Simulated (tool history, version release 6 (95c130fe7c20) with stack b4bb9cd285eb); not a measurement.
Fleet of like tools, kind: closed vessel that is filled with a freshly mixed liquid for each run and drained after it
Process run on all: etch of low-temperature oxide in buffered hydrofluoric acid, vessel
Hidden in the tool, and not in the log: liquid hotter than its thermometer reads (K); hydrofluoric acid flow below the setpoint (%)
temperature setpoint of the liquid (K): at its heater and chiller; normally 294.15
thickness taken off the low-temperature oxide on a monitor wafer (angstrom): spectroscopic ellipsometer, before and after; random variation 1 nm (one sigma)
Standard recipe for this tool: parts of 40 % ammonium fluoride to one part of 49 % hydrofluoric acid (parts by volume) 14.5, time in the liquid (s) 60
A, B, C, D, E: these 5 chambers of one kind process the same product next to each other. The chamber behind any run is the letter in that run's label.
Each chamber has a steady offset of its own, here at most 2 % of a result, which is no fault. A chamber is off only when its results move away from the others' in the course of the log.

| run | hour | temperature setpoint of the liquid (K) | parts of 40 % ammonium fluoride to one part of 49 % hydrofluoric acid (parts by volume) | time in the liquid (s) | hours since the thermometer was replaced | hours since the hydrofluoric acid flow meter was replaced | read-back film thickness of the low-temperature oxide reference wafer, read on the same gauge (nm) | thickness taken off the low-temperature oxide on a monitor wafer (angstrom) |
|---|---|---|---|---|---|---|---|---|
| 1C | 2.6 | 294.15 | 14.5 | 60 | 552.4 | 57.6 | 89.995 | 1244.9 |
| 2B | 5.2 | 294.15 | 14.5 | 60 | 105.9 | 1253.6 | 89.972 | 1258.6 |
| 3A | 9.4 | 294.15 | 14.5 | 60 | 221.6 | 974.7 | 89.996 | 1274.6 |
| 4D | 12.5 | 294.15 | 14.5 | 60 | 679.8 | 749.3 | 90.003 | 1249.9 |
|  | 13.4 | chamber C: thermometer replaced |
| 5E | 14.9 | 294.15 | 14.5 | 60 | 566.7 | 241.3 | 90.013 | 1244.1 |
| 6D | 18.7 | 294.15 | 14.5 | 60 | 686 | 755.5 | 90.008 | 1230.1 |
| 7C | 23.3 | 294.15 | 14.5 | 60 | 9.9 | 78.3 | 89.992 | 1236.6 |
| 8A | 27.3 | 294.15 | 14.5 | 60 | 239.5 | 992.6 | 89.988 | 1277.7 |
| 9B | 31.6 | 298.15 | 18 | 60 | 132.3 | 1280 | 89.988 | 1249.7 |
| 10E | 34.1 | 298.15 | 18 | 60 | 585.9 | 260.5 | 89.98 | 1254.1 |
| 11D | 38 | 298.15 | 18 | 60 | 705.3 | 774.8 | 89.984 | 1264.2 |
| 12C | 40.6 | 298.15 | 18 | 60 | 27.2 | 95.6 | 89.974 | 1265.7 |
|  | 43 | chamber A: hydrofluoric acid flow meter replaced |
| 13A | 44.5 | 298.15 | 18 | 60 | 256.7 | 1.5 | 90.033 | 1294.4 |
| 14B | 48 | 294.15 | 11 | 60 | 148.7 | 1296.4 | 89.988 | 1638.6 |
| 15E | 50.1 | 294.15 | 11 | 60 | 601.9 | 276.5 | 89.992 | 1608.3 |
| 16D | 54.4 | 294.15 | 11 | 60 | 721.7 | 791.2 | 90.013 | 1619.8 |
| 17A | 58 | 294.15 | 11 | 60 | 270.2 | 15 | 90.037 | 1713.9 |
| 18E | 61.8 | 294.15 | 11 | 60 | 613.6 | 288.2 | 90.016 | 1620.4 |
| 19B | 65.1 | 290.15 | 14.5 | 60 | 165.8 | 1313.5 | 89.995 | 1010 |
| 20C | 69.3 | 290.15 | 14.5 | 60 | 55.9 | 124.3 | 90.003 | 997.76 |
| 21A | 73 | 290.15 | 14.5 | 60 | 285.2 | 30 | 90.015 | 1080.4 |
| 22C | 75.7 | 290.15 | 14.5 | 60 | 62.3 | 130.7 | 89.991 | 991.37 |
| 23B | 79.2 | 290.15 | 14.5 | 60 | 179.9 | 1327.6 | 89.982 | 983.96 |
| 24D | 83 | 294.15 | 14.5 | 60 | 750.3 | 819.8 | 90.003 | 1234.9 |
| 25E | 86.2 | 294.15 | 14.5 | 60 | 638 | 312.6 | 90.008 | 1250.2 |
| 26E | 90.3 | 294.15 | 14.5 | 60 | 642.1 | 316.7 | 90.001 | 1255.1 |
| 27C | 92.4 | 294.15 | 14.5 | 60 | 79 | 147.4 | 90.008 | 1253.4 |
| 28A | 95.1 | 294.15 | 14.5 | 60 | 307.3 | 52.1 | 89.972 | 1347.8 |
| 29D | 98.8 | 294.15 | 14.5 | 60 | 766.1 | 835.6 | 89.992 | 1228.8 |
| 30B | 101 | 294.15 | 14.5 | 60 | 201.7 | 1349.4 | 89.968 | 1240.5 |
| 31A | 104.5 | 294.15 | 14.5 | 60 | 316.7 | 61.5 | 90.015 | 1359.1 |
| 32C | 108.4 | 294.15 | 14.5 | 60 | 95 | 163.4 | 89.98 | 1260.6 |
| 33E | 110.5 | 294.15 | 14.5 | 60 | 662.3 | 336.9 | 89.974 | 1256.6 |
| 34D | 113.5 | 294.15 | 14.5 | 60 | 780.8 | 850.3 | 90.007 | 1237.9 |
| 35B | 117.8 | 294.15 | 14.5 | 35 | 218.5 | 1366.2 | 89.97 | 729.91 |
| 36B | 121.6 | 294.15 | 14.5 | 35 | 222.3 | 1370 | 90.007 | 733.9 |
| 37E | 125.3 | 294.15 | 14.5 | 35 | 677.1 | 351.7 | 89.991 | 714.64 |
| 38D | 127.7 | 294.15 | 14.5 | 35 | 795 | 864.5 | 90.004 | 720.05 |
| 39C | 131.1 | 294.15 | 14.5 | 35 | 117.7 | 186.1 | 90.008 | 729.18 |
| 40A | 135.5 | 294.15 | 14.5 | 60 | 347.7 | 92.5 | 89.999 | 1377.9 |
| 41C | 138.7 | 294.15 | 14.5 | 60 | 125.3 | 193.7 | 90.034 | 1266.4 |

Read the log: is a single chamber off, either drifting away or since a service, is the gauge that measures every chamber drifting, or is nothing wrong beyond small per-chamber offsets? Name any odd chamber and what most likely caused it.

Chamber A drifts away from the others.
Most likely cause: liquid hotter than its thermometer reads (K) = 1.73.

Here are 4 candidates for chamber A's next run, each the usual settings with a change, their results left as question marks. Which one brings its results back in line with what the others give on the usual settings?
In line means no further than this from the other chambers' mean on the usual settings: thickness taken off the low-temperature oxide on a monitor wafer (angstrom) 36
| 42A-1 | 142.1 | 294.15 | 15 | 55 |  |  |  | ? |
| 42A-2 | 142.1 | 293.65 | 15 | 60 |  |  |  | ? |
| 42A-3 | 142.1 | 294.65 | 14 | 60 |  |  |  | ? |
| 42A-4 | 142.1 | 294.15 | 13 | 60 |  |  |  | ? |

Other chambers, usual settings, mean: thickness taken off the low-temperature oxide on a monitor wafer (angstrom) 1245.5
| run | thickness taken off the low-temperature oxide on a monitor wafer (angstrom) |
|---|---|
| 42A-1 | 1235.2 |
| 42A-2 | 1310.8 |
| 42A-3 | 1480.9 |
| 42A-4 | 1549.7 |
Change 42A-1 lands the chamber within the allowed miss of the other chambers.
